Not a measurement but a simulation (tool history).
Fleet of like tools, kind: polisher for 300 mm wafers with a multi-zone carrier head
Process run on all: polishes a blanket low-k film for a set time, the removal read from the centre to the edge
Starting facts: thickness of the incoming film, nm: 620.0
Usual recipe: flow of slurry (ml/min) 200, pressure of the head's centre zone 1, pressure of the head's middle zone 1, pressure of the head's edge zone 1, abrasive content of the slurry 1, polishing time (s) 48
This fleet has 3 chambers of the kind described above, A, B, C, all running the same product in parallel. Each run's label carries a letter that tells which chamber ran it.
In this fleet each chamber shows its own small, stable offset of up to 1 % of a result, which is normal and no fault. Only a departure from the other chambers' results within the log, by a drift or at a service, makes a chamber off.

run,hour,flow of slurry (ml/min),pressure of the head's centre zone,pressure of the head's middle zone,pressure of the head's edge zone,abrasive content of the slurry,polishing time (s),wafers polished on this pad,hours since the slurry nozzle was cleaned,hours since the centre zone pressure was calibrated,hours since the edge zone pressure was calibrated,film removed at the wafer's centre (Å),film removed at mid-radius (Å),film removed at the wafer's edge (Å)
1B,8.2,200,1,1,1,1,48,161,158.7,93.7,1080.7,272.96,278.28,275.86
2A,20.2,200,1,1,1,1,48,588,369,122.4,112.7,271.85,274.58,277.45
# hour 25.1: chamber A: worn pad replaced by a new one
3C,27.2,200,1,1,1,1,48,448,507,76.6,569.1,269.59,281.12,280.19
4C,40.3,200,1,1,1,1,48,607,520.1,89.7,582.2,274.13,280.49,277.62
# hour 43.3: chamber B: worn pad replaced by a new one
5A,52.2,200,1,1,1,1,48,329,401,154.4,144.7,274.06,271.25,279.26
# hour 54.4: chamber C: edge zone pressure recalibrated
6B,66.4,200,0.89,1,1,1,48,281,216.9,151.9,1138.9,238.74,277.09,272.72
# hour 70.6: chamber A: worn pad replaced by a new one
7C,74.3,200,0.89,1,1,1,48,1020,554.1,123.7,19.9,240.9,276.4,281.09
8A,84.8,200,0.89,1,1,1,48,173,433.6,187,177.3,241.07,277.31,274.05
# hour 91.6: chamber B: worn pad replaced by a new one
9B,92.8,250,1,1,1,1,62,15,243.3,178.3,1165.3,361.55,362.09,366.52
# hour 97.6: chamber C: worn pad replaced by a new one
10A,105,250,1,1,1,1,62,418,453.8,207.2,197.5,367.18,360.23,366.46
11B,115.9,250,1,1,1,1,62,296,266.4,201.4,1188.4,368.55,373.38,367
# hour 117.7: chamber A: worn pad replaced by a new one
12C,126.5,200,1,1,1,1,48,352,606.3,175.9,72.1,276.86,269.95,276.62
# hour 131.7: chamber B: worn pad replaced by a new one
# hour 134.3: chamber C: slurry nozzle cleaned
13B,135.4,200,1,1,1,1,48,45,285.9,220.9,1207.9,270.17,278.62,276.32
14A,146.7,200,1,1,1,1,48,353,495.5,248.9,239.2,274.67,276.54,274.5
15C,153,200,1,1,1,1,48,674,18.8,202.4,98.6,275.05,279.1,277.07
16B,159.2,200,1.1,1,1.06,1,48,334,309.7,244.7,1231.7,303.44,277.24,279.73
17C,165.5,200,1.1,1,1.06,1,48,826,31.3,214.9,111.1,303.28,275.55,289.09
# hour 166.8: chamber A: worn pad replaced by a new one
# hour 176.9: chamber B: worn pad replaced by a new one
18A,177.7,200,1.1,1,1.06,1,48,132,526.5,279.9,270.2,304.33,279.37,286.79
19B,190.6,200,1,1,1,1,48,166,341.1,276.1,1263.1,276.6,274.16,273.05
20C,201,200,1,1,1,1,48,1257,66.8,250.4,146.6,275.62,277.15,276.05

Which is it: a chamber that has drifted or been left off by a service, a gauge drift common to all chambers, or only each chamber's usual small offset? If a chamber is off, name it and its likeliest cause.

Nothing is wrong: each chamber keeps only its own small, steady offset and the gauge holds still.
